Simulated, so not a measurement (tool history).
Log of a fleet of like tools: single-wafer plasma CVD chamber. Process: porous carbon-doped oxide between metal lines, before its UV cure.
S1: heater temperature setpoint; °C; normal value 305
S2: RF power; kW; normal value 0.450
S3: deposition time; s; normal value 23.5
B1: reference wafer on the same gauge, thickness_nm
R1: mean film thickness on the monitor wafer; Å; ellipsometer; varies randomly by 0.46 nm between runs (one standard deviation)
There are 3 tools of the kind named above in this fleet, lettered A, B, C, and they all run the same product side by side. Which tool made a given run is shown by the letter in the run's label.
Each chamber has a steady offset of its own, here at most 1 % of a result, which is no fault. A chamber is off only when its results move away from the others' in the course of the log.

run 1A day=0.388 | S1=305 S2=0.450 S3=23.5 | B1=102.85 | R1=1174.50
run 2B day=0.733 | S1=305 S2=0.450 S3=23.5 | B1=102.97 | R1=1159.10
run 3C day=1.100 | S1=305 S2=0.450 S3=23.5 | B1=102.95 | R1=1162.20
run 4C day=1.550 | S1=305 S2=0.450 S3=23.5 | B1=102.91 | R1=1158.20
run 5A day=2.017 | S1=305 S2=0.450 S3=23.5 | B1=102.99 | R1=1171.40
run 6B day=2.317 | S1=305 S2=0.450 S3=23.5 | B1=102.99 | R1=1163.00
run 7A day=2.767 | S1=305 S2=0.450 S3=23.5 | B1=103.01 | R1=1165.10
run 8B day=3.100 | S1=305 S2=0.450 S3=23.5 | B1=103.01 | R1=1157.40
run 9C day=3.562 | S1=305 S2=0.450 S3=23.5 | B1=103.01 | R1=1154.60
run 10A day=3.854 | S1=305 S2=0.450 S3=19.3 | B1=102.92 | R1=959.68
run 11C day=4.142 | S1=305 S2=0.450 S3=19.3 | B1=103.05 | R1=954.55
run 12B day=4.558 | S1=305 S2=0.450 S3=19.3 | B1=103.14 | R1=966.91
run 13C day=5.058 | S1=305 S2=0.450 S3=23.5 | B1=103.00 | R1=1148.40
run 14B day=5.379 | S1=305 S2=0.450 S3=23.5 | B1=102.98 | R1=1155.60
run 15A day=5.892 | S1=305 S2=0.450 S3=23.5 | B1=102.96 | R1=1144.30
run 16B day=6.229 | S1=305 S2=0.450 S3=23.5 | B1=103.00 | R1=1164.90
run 17C day=6.588 | S1=305 S2=0.450 S3=23.5 | B1=102.96 | R1=1147.50
run 18A day=7.008 | S1=305 S2=0.490 S3=23.5 | B1=102.95 | R1=1216.50
run 19B day=7.367 | S1=305 S2=0.490 S3=23.5 | B1=103.14 | R1=1226.30
-- day=7.517 chamber A: thermocouple changed; heater temperature recalibrated
run 20A day=7.854 | S1=305 S2=0.490 S3=23.5 | B1=103.03 | R1=1206.30
run 21C day=8.154 | S1=305 S2=0.450 S3=23.5 | B1=103.17 | R1=1152.40
run 22A day=8.562 | S1=305 S2=0.450 S3=23.5 | B1=102.93 | R1=1128.40
run 23B day=8.996 | S1=305 S2=0.450 S3=23.5 | B1=103.00 | R1=1173.40
run 24C day=9.283 | S1=305 S2=0.450 S3=23.5 | B1=102.97 | R1=1160.00

Decide between three cases: one chamber stands off from its peers, the gauge reading all wafers drifts, or nothing is wrong past each chamber's small offset. Where a chamber is off, say which and what most likely put it there.

One chamber, A, drifts off from the rest bit by bit.
What lies behind it: delivered RF power below the setpoint (%) = 5.48.

Below are 4 candidate recipes for chamber A's next run, each the usual settings with a change, their results shown as question marks. Which of them brings A's results back in line with what the other chambers give on the usual settings?
To be in line, a result may differ from the other chambers' mean on the usual settings by at most: R1 16.00 Å
run 25A-1 day=9.679 | S1=305 S2=0.450 S3=24.3 | R1=?
run 25A-2 day=9.679 | S1=302 S2=0.485 S3=23.5 | R1=?
run 25A-3 day=9.679 | S1=306 S2=0.445 S3=23.0 | R1=?
run 25A-4 day=9.679 | S1=306 S2=0.435 S3=22.5 | R1=?

The other chambers' mean on the usual settings: R1 1156.90 Å
run=25A-1 R1=1154.30
run=25A-2 R1=1204.60
run=25A-3 R1=1079.00
run=25A-4 R1=1037.40
25A-1 puts the chamber back in line with the other chambers.

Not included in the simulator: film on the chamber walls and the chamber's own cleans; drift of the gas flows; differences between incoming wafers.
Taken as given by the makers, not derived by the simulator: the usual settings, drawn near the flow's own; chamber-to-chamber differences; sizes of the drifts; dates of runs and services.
